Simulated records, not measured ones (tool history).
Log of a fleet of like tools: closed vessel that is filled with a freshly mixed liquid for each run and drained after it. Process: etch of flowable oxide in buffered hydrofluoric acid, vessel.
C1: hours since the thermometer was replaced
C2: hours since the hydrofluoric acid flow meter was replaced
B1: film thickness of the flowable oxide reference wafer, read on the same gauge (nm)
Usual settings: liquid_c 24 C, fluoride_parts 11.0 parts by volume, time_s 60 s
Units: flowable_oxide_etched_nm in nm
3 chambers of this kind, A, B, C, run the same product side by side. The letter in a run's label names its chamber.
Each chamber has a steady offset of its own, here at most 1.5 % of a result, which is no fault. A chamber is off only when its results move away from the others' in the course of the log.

Run 1B, hour 11.4: usual settings; C1 574.6; C2 1613.1; B1 109.99. Result: flowable_oxide_etched_nm 112.860 nm.
Run 2A, hour 18.3: usual settings; C1 1084.5; C2 25.5; B1 110.00. Result: flowable_oxide_etched_nm 115.970 nm.
Run 3C, hour 23.8: usual settings; C1 1445.7; C2 539.0; B1 109.99. Result: flowable_oxide_etched_nm 115.400 nm.
Run 4C, hour 32.3: usual settings; C1 1454.2; C2 547.5; B1 110.01. Result: flowable_oxide_etched_nm 114.190 nm.
Run 5B, hour 38.9: usual settings; C1 602.1; C2 1640.6; B1 109.99. Result: flowable_oxide_etched_nm 113.990 nm.
Run 6A, hour 45.8: usual settings; C1 1112.0; C2 53.0; B1 109.98. Result: flowable_oxide_etched_nm 114.030 nm.
Run 7C, hour 56.1: usual settings; C1 1478.0; C2 571.3; B1 109.98. Result: flowable_oxide_etched_nm 114.270 nm.
Run 8B, hour 61.8: usual settings; C1 625.0; C2 1663.5; B1 110.01. Result: flowable_oxide_etched_nm 114.170 nm.
Run 9A, hour 71.1: usual settings; C1 1137.3; C2 78.3; B1 110.00. Result: flowable_oxide_etched_nm 114.230 nm.
Run 10C, hour 76.8: usual settings but fluoride_parts 12.5 parts by volume, time_s 90 s; C1 1498.7; C2 592.0; B1 110.02. Result: flowable_oxide_etched_nm 152.870 nm.
Run 11A, hour 85.6: usual settings but fluoride_parts 12.5 parts by volume, time_s 90 s; C1 1151.8; C2 92.8; B1 110.01. Result: flowable_oxide_etched_nm 146.880 nm.
Run 12B, hour 96.4: usual settings but fluoride_parts 12.5 parts by volume, time_s 90 s; C1 659.6; C2 1698.1; B1 110.01. Result: flowable_oxide_etched_nm 148.880 nm.
Run 13B, hour 105.5: usual settings; C1 668.7; C2 1707.2; B1 110.00. Result: flowable_oxide_etched_nm 112.850 nm.
Run 14C, hour 116.5: usual settings; C1 1538.4; C2 631.7; B1 110.00. Result: flowable_oxide_etched_nm 113.890 nm.
Run 15A, hour 126.7: usual settings; C1 1192.9; C2 133.9; B1 109.99. Result: flowable_oxide_etched_nm 110.060 nm.
Run 16B, hour 136.8: usual settings; C1 700.0; C2 1738.5; B1 110.00. Result: flowable_oxide_etched_nm 112.220 nm.
Run 17C, hour 145.4: usual settings but liquid_c 22 C, fluoride_parts 14.5 parts by volume; C1 1567.3; C2 660.6; B1 110.00. Result: flowable_oxide_etched_nm 78.519 nm.
Run 18A, hour 154.2: usual settings but liquid_c 22 C, fluoride_parts 14.5 parts by volume; C1 1220.4; C2 161.4; B1 110.00. Result: flowable_oxide_etched_nm 76.450 nm.
Run 19B, hour 166.1: usual settings but liquid_c 22 C, fluoride_parts 14.5 parts by volume; C1 729.3; C2 1767.8; B1 110.01. Result: flowable_oxide_etched_nm 77.161 nm.
Run 20A, hour 177.4: usual settings; C1 1243.6; C2 184.6; B1 109.99. Result: flowable_oxide_etched_nm 109.310 nm.
Run 21C, hour 186.2: usual settings; C1 1608.1; C2 701.4; B1 109.99. Result: flowable_oxide_etched_nm 114.640 nm.
Run 22B, hour 196.7: usual settings; C1 759.9; C2 1798.4; B1 109.99. Result: flowable_oxide_etched_nm 112.720 nm.
At hour 200.4: chamber C: thermometer replaced.
Run 23C, hour 202.9: usual settings; C1 2.5; C2 718.1; B1 109.98. Result: flowable_oxide_etched_nm 115.190 nm.
Run 24A, hour 213.2: usual settings; C1 1279.4; C2 220.4; B1 109.97. Result: flowable_oxide_etched_nm 108.950 nm.
Run 25A, hour 220.4: usual settings; C1 1286.6; C2 227.6; B1 110.01. Result: flowable_oxide_etched_nm 107.660 nm.
Run 26C, hour 232.3: usual settings; C1 31.9; C2 747.5; B1 110.01. Result: flowable_oxide_etched_nm 115.420 nm.
Run 27B, hour 242.9: usual settings but liquid_c 20 C; C1 806.1; C2 1844.6; B1 110.00. Result: flowable_oxide_etched_nm 92.380 nm.
Run 28C, hour 249.4: usual settings but liquid_c 20 C; C1 49.0; C2 764.6; B1 109.99. Result: flowable_oxide_etched_nm 91.179 nm.
Run 29B, hour 256.8: usual settings but liquid_c 20 C; C1 820.0; C2 1858.5; B1 109.99. Result: flowable_oxide_etched_nm 92.004 nm.
Run 30A, hour 264.3: usual settings; C1 1330.5; C2 271.5; B1 110.00. Result: flowable_oxide_etched_nm 106.940 nm.
Run 31A, hour 274.2: usual settings; C1 1340.4; C2 281.4; B1 110.01. Result: flowable_oxide_etched_nm 105.860 nm.
Run 32B, hour 285.3: usual settings but fluoride_parts 7.0 parts by volume, time_s 30 s; C1 848.5; C2 1887.0; B1 110.00. Result: flowable_oxide_etched_nm 87.566 nm.
Run 33C, hour 296.5: usual settings but fluoride_parts 7.0 parts by volume, time_s 30 s; C1 96.1; C2 811.7; B1 110.02. Result: flowable_oxide_etched_nm 88.724 nm.
Run 34B, hour 304.0: usual settings but fluoride_parts 7.0 parts by volume, time_s 30 s; C1 867.2; C2 1905.7; B1 109.99. Result: flowable_oxide_etched_nm 85.201 nm.
Run 35C, hour 313.7: usual settings; C1 113.3; C2 828.9; B1 109.99. Result: flowable_oxide_etched_nm 114.240 nm.

Is one chamber off against the others, does the gauge drift, or is nothing wrong? If a chamber is off, say which, and what the likeliest cause is.

Chamber A drifts away from the others.
Cause: liquid colder than its thermometer reads (K) = 1.55.
The log may not tell that from: hydrofluoric acid flow below the setpoint (%).

Here are 4 candidates for chamber A's next run, each the usual settings with a change, their results left as question marks. Which one brings its results back in line with what the others give on the usual settings?
In line means no further than this from the other chambers' mean on the usual settings: flowable_oxide_etched_nm 3.600 nm
Run 36A-1, hour 322.3: usual settings but fluoride_parts 12.0 parts by volume. Result: flowable_oxide_etched_nm ?.
Run 36A-2, hour 322.3: usual settings but liquid_c 24.5 C. Result: flowable_oxide_etched_nm ?.
Run 36A-3, hour 322.3: usual settings but time_s 65 s. Result: flowable_oxide_etched_nm ?.
Run 36A-4, hour 322.3: usual settings but liquid_c 23.5 C. Result: flowable_oxide_etched_nm ?.

The other chambers' mean on the usual settings: flowable_oxide_etched_nm 113.700 nm
  run  flowable_oxide_etched_nm
36A-1                    96.320
36A-2                   107.830
36A-3                   113.580
36A-4                   101.940
36A-3 brings the chamber back in line.

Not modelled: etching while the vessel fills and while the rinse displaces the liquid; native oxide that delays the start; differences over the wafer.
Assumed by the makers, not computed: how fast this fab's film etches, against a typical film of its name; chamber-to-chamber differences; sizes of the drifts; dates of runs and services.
